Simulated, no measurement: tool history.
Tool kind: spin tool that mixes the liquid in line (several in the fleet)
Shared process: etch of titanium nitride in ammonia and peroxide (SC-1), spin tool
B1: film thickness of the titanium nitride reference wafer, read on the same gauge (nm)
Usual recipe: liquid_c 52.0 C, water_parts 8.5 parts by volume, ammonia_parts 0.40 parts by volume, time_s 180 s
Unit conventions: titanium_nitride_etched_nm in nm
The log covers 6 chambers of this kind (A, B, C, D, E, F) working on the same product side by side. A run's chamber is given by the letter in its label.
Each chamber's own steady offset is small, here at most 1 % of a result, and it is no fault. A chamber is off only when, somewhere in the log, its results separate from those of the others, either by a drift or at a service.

run 1D hour=4.5 | liquid_c=52.0 water_parts=8.5 ammonia_parts=0.40 time_s=180 | B1=80.007 | titanium_nitride_etched_nm=13.987
run 2A hour=9.0 | liquid_c=52.0 water_parts=8.5 ammonia_parts=0.40 time_s=180 | B1=80.015 | titanium_nitride_etched_nm=13.921
run 3F hour=13.4 | liquid_c=52.0 water_parts=8.5 ammonia_parts=0.40 time_s=180 | B1=80.016 | titanium_nitride_etched_nm=14.189
run 4E hour=20.3 | liquid_c=52.0 water_parts=8.5 ammonia_parts=0.40 time_s=180 | B1=80.018 | titanium_nitride_etched_nm=13.913
run 5B hour=25.8 | liquid_c=52.0 water_parts=8.5 ammonia_parts=0.40 time_s=180 | B1=80.024 | titanium_nitride_etched_nm=13.814
run 6C hour=31.8 | liquid_c=52.0 water_parts=8.5 ammonia_parts=0.45 time_s=220 | B1=79.957 | titanium_nitride_etched_nm=17.369
run 7B hour=36.7 | liquid_c=52.0 water_parts=8.5 ammonia_parts=0.45 time_s=220 | B1=79.954 | titanium_nitride_etched_nm=17.287
run 8A hour=43.2 | liquid_c=52.0 water_parts=8.5 ammonia_parts=0.45 time_s=220 | B1=79.957 | titanium_nitride_etched_nm=17.553
run 9D hour=49.9 | liquid_c=52.0 water_parts=8.5 ammonia_parts=0.45 time_s=220 | B1=79.994 | titanium_nitride_etched_nm=17.315
run 10C hour=58.2 | liquid_c=52.0 water_parts=8.5 ammonia_parts=0.45 time_s=220 | B1=79.964 | titanium_nitride_etched_nm=17.318
run 11E hour=62.2 | liquid_c=52.0 water_parts=8.5 ammonia_parts=0.45 time_s=220 | B1=80.022 | titanium_nitride_etched_nm=17.418
run 12F hour=70.4 | liquid_c=52.0 water_parts=10.5 ammonia_parts=0.50 time_s=180 | B1=79.968 | titanium_nitride_etched_nm=13.040
run 13D hour=77.5 | liquid_c=52.0 water_parts=10.5 ammonia_parts=0.50 time_s=180 | B1=79.993 | titanium_nitride_etched_nm=12.983
run 14B hour=82.4 | liquid_c=52.0 water_parts=10.5 ammonia_parts=0.50 time_s=180 | B1=79.990 | titanium_nitride_etched_nm=12.844
run 15A hour=90.2 | liquid_c=52.0 water_parts=10.5 ammonia_parts=0.50 time_s=180 | B1=79.971 | titanium_nitride_etched_nm=13.157
run 16C hour=93.9 | liquid_c=52.0 water_parts=10.5 ammonia_parts=0.50 time_s=180 | B1=79.918 | titanium_nitride_etched_nm=13.113
run 17E hour=100.4 | liquid_c=52.0 water_parts=10.5 ammonia_parts=0.50 time_s=180 | B1=79.991 | titanium_nitride_etched_nm=12.926
run 18F hour=105.5 | liquid_c=52.0 water_parts=8.5 ammonia_parts=0.40 time_s=180 | B1=79.965 | titanium_nitride_etched_nm=14.024
run 19E hour=113.9 | liquid_c=52.0 water_parts=8.5 ammonia_parts=0.40 time_s=180 | B1=80.058 | titanium_nitride_etched_nm=13.884
run 20B hour=122.1 | liquid_c=52.0 water_parts=8.5 ammonia_parts=0.40 time_s=180 | B1=79.982 | titanium_nitride_etched_nm=13.632
run 21D hour=130.3 | liquid_c=52.0 water_parts=8.5 ammonia_parts=0.40 time_s=180 | B1=80.033 | titanium_nitride_etched_nm=13.703
run 22A hour=136.2 | liquid_c=52.0 water_parts=8.5 ammonia_parts=0.40 time_s=180 | B1=79.976 | titanium_nitride_etched_nm=13.822
run 23F hour=143.6 | liquid_c=52.0 water_parts=8.5 ammonia_parts=0.40 time_s=180 | B1=80.004 | titanium_nitride_etched_nm=14.028
-- hour=144.9 chamber A: thermometer replaced
run 24C hour=151.5 | liquid_c=52.0 water_parts=6.0 ammonia_parts=0.40 time_s=180 | B1=79.947 | titanium_nitride_etched_nm=16.649
-- hour=154.5 chamber A: ammonia flow meter replaced
run 25C hour=159.7 | liquid_c=52.0 water_parts=6.0 ammonia_parts=0.40 time_s=180 | B1=80.002 | titanium_nitride_etched_nm=16.420
run 26F hour=165.5 | liquid_c=52.0 water_parts=6.0 ammonia_parts=0.40 time_s=180 | B1=79.997 | titanium_nitride_etched_nm=16.637
run 27E hour=169.2 | liquid_c=52.0 water_parts=6.0 ammonia_parts=0.40 time_s=180 | B1=80.016 | titanium_nitride_etched_nm=16.661
run 28A hour=173.2 | liquid_c=52.0 water_parts=6.0 ammonia_parts=0.40 time_s=180 | B1=79.999 | titanium_nitride_etched_nm=16.720
run 29D hour=177.8 | liquid_c=52.0 water_parts=6.0 ammonia_parts=0.40 time_s=180 | B1=79.976 | titanium_nitride_etched_nm=15.777
run 30B hour=186.3 | liquid_c=52.0 water_parts=8.5 ammonia_parts=0.40 time_s=180 | B1=79.964 | titanium_nitride_etched_nm=13.711
run 31E hour=194.7 | liquid_c=52.0 water_parts=8.5 ammonia_parts=0.40 time_s=180 | B1=80.007 | titanium_nitride_etched_nm=13.871
run 32B hour=199.3 | liquid_c=52.0 water_parts=8.5 ammonia_parts=0.40 time_s=180 | B1=79.996 | titanium_nitride_etched_nm=13.757
run 33A hour=207.6 | liquid_c=56.5 water_parts=11.0 ammonia_parts=0.40 time_s=180 | B1=79.987 | titanium_nitride_etched_nm=16.647
run 34C hour=215.7 | liquid_c=56.5 water_parts=11.0 ammonia_parts=0.40 time_s=180 | B1=79.989 | titanium_nitride_etched_nm=16.433
run 35F hour=223.7 | liquid_c=56.5 water_parts=11.0 ammonia_parts=0.40 time_s=180 | B1=79.995 | titanium_nitride_etched_nm=16.656
run 36D hour=230.2 | liquid_c=56.5 water_parts=11.0 ammonia_parts=0.40 time_s=180 | B1=79.995 | titanium_nitride_etched_nm=15.665
-- hour=230.3 chamber A: new drum of ammonia solution connected
run 37F hour=235.3 | liquid_c=56.5 water_parts=11.0 ammonia_parts=0.40 time_s=180 | B1=80.033 | titanium_nitride_etched_nm=16.554
run 38A hour=242.1 | liquid_c=56.5 water_parts=11.0 ammonia_parts=0.40 time_s=180 | B1=79.980 | titanium_nitride_etched_nm=16.539
run 39D hour=247.9 | liquid_c=52.0 water_parts=8.5 ammonia_parts=0.40 time_s=180 | B1=80.051 | titanium_nitride_etched_nm=13.072
run 40B hour=253.5 | liquid_c=52.0 water_parts=8.5 ammonia_parts=0.40 time_s=180 | B1=79.969 | titanium_nitride_etched_nm=13.698
run 41E hour=259.1 | liquid_c=52.0 water_parts=6.5 ammonia_parts=0.25 time_s=180 | B1=80.038 | titanium_nitride_etched_nm=14.845
run 42C hour=263.5 | liquid_c=52.0 water_parts=6.5 ammonia_parts=0.25 time_s=180 | B1=80.016 | titanium_nitride_etched_nm=14.727
run 43D hour=270.2 | liquid_c=52.0 water_parts=6.5 ammonia_parts=0.25 time_s=180 | B1=79.962 | titanium_nitride_etched_nm=13.498

Each of the 6 chambers runs these same settings next. Fill in every chamber's results:
run 44A hour=276.3 | liquid_c=52.0 water_parts=8.5 ammonia_parts=0.40 time_s=180 | titanium_nitride_etched_nm=?
run 44B hour=276.3 | liquid_c=52.0 water_parts=8.5 ammonia_parts=0.40 time_s=180 | titanium_nitride_etched_nm=?
run 44C hour=276.3 | liquid_c=52.0 water_parts=8.5 ammonia_parts=0.40 time_s=180 | titanium_nitride_etched_nm=?
run 44D hour=276.3 | liquid_c=52.0 water_parts=8.5 ammonia_parts=0.40 time_s=180 | titanium_nitride_etched_nm=?
run 44E hour=276.3 | liquid_c=52.0 water_parts=8.5 ammonia_parts=0.40 time_s=180 | titanium_nitride_etched_nm=?
run 44F hour=276.3 | liquid_c=52.0 water_parts=8.5 ammonia_parts=0.40 time_s=180 | titanium_nitride_etched_nm=?

run=44A titanium_nitride_etched_nm=13.836
run=44B titanium_nitride_etched_nm=13.757
run=44C titanium_nitride_etched_nm=13.898
run=44D titanium_nitride_etched_nm=12.733
run=44E titanium_nitride_etched_nm=13.965
run=44F titanium_nitride_etched_nm=13.980
